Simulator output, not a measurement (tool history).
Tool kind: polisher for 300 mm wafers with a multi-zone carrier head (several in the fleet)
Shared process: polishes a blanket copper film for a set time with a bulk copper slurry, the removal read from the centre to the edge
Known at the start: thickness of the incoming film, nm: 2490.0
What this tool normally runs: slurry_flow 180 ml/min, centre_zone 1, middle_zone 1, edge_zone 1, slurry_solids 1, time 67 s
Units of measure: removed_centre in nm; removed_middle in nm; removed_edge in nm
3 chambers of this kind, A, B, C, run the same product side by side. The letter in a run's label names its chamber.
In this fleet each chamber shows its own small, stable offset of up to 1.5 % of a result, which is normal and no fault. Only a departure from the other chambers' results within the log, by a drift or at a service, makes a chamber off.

run,hour,slurry_flow,centre_zone,middle_zone,edge_zone,slurry_solids,time,removed_centre,removed_middle,removed_edge
1A,7.4,180,1,1,1,1,67,613.25,612.71,607.06
2C,15.2,180,1,1,1,1,67,601.87,604.46,605.26
3B,24,180,1,1,1,1,67,610.78,602.73,601.4
4C,37.4,180,1,1,1,1,67,607.54,612.6,600.6
5B,50.3,180,1,1,1,1,67,602.8,606.21,608.4
6A,57.5,180,1,1,1,1,67,584.35,600.25,614.44
7B,68.1,180,1,1,1,1,67,610.13,597.99,613.82
8C,81.2,180,1,1,1,1,67,605.87,614.54,600.54
# hour 83.2: chamber A: worn pad replaced by a new one
# hour 83.4: chamber C: worn pad replaced by a new one
9A,93.4,180,1,1,1,1,67,581.36,608.89,610.26
# hour 95.6: chamber B: worn pad replaced by a new one
10B,108.3,180,1,1,1,1,67,594.91,606.59,606.64
11C,120.4,180,1,1,1,1,67,607.91,608.39,609.16
12A,128.1,180,1,1,1,1,67,570.14,596.14,610.3
13B,142.1,180,1,1,1,1,67,600.66,609.79,610.68
14A,157.7,180,1,1,1,1,67,567.36,601.13,613.79
# hour 158: chamber A: slurry nozzle cleaned
15C,171.5,180,1,1,1,1,67,603.6,609.5,607.1
16B,179.1,180,1,1,1,1,67,601.7,608.79,607.29
# hour 185.7: chamber C: worn pad replaced by a new one
17C,188.1,180,1,1,1,1,67,593.93,607.96,612.94
# hour 192.8: chamber A: worn pad replaced by a new one
18A,196.4,180,1,1,1,1,67,561.39,603.97,618.85
# hour 199.6: chamber C: edge zone pressure recalibrated
19C,205.8,180,1,0.9,1,1.25,67,620.48,581.43,633.48
20B,218,180,1,0.9,1,1.25,67,645.6,575.47,640.1
# hour 222.9: chamber B: centre zone pressure recalibrated
21A,232.7,180,1,0.9,1,1.25,67,560.62,578.23,640.91
22B,245.6,180,1,1,1,1,67,613.87,609.81,613.07
23C,258.3,180,1,1,1,1,67,608.41,613.73,607.54

Decide between three cases: one chamber stands off from its peers, the gauge reading all wafers drifts, or nothing is wrong past each chamber's small offset. Where a chamber is off, say which and what most likely put it there.

One chamber, A, drifts off from the rest bit by bit.
Cause: centre zone's pressure below its setpoint, % = 10.

Chamber A could run next with any of the 4 candidate recipes listed below; each alters the usual settings, and their results appear as question marks. Which one brings its results back in line with what the other chambers deliver on the usual settings?
Allowed miss from the other chambers' usual-settings mean, per result, to count as in line: removed_centre 24 nm; removed_middle 16 nm; removed_edge 14 nm
24A-1,270.1,170,0.9,1.01,1.04,1,67,?,?,?
24A-2,270.1,190,1.1,0.99,0.96,1,67,?,?,?
24A-3,270.1,200,1.17,0.97,0.9,1,69,?,?,?
24A-4,270.1,165,0.84,1.01,1.07,1,67,?,?,?

What the other chambers average on the usual settings: removed_centre 604 nm; removed_middle 607.18 nm; removed_edge 607.02 nm
run,removed_centre,removed_middle,removed_edge
24A-1,471.23,604.19,622.36
24A-2,602.59,603.59,604.78
24A-3,670.11,614.71,606.25
24A-4,432.88,601.19,629.6
The answer is 24A-2, which returns the chamber to within the allowed miss of the others.

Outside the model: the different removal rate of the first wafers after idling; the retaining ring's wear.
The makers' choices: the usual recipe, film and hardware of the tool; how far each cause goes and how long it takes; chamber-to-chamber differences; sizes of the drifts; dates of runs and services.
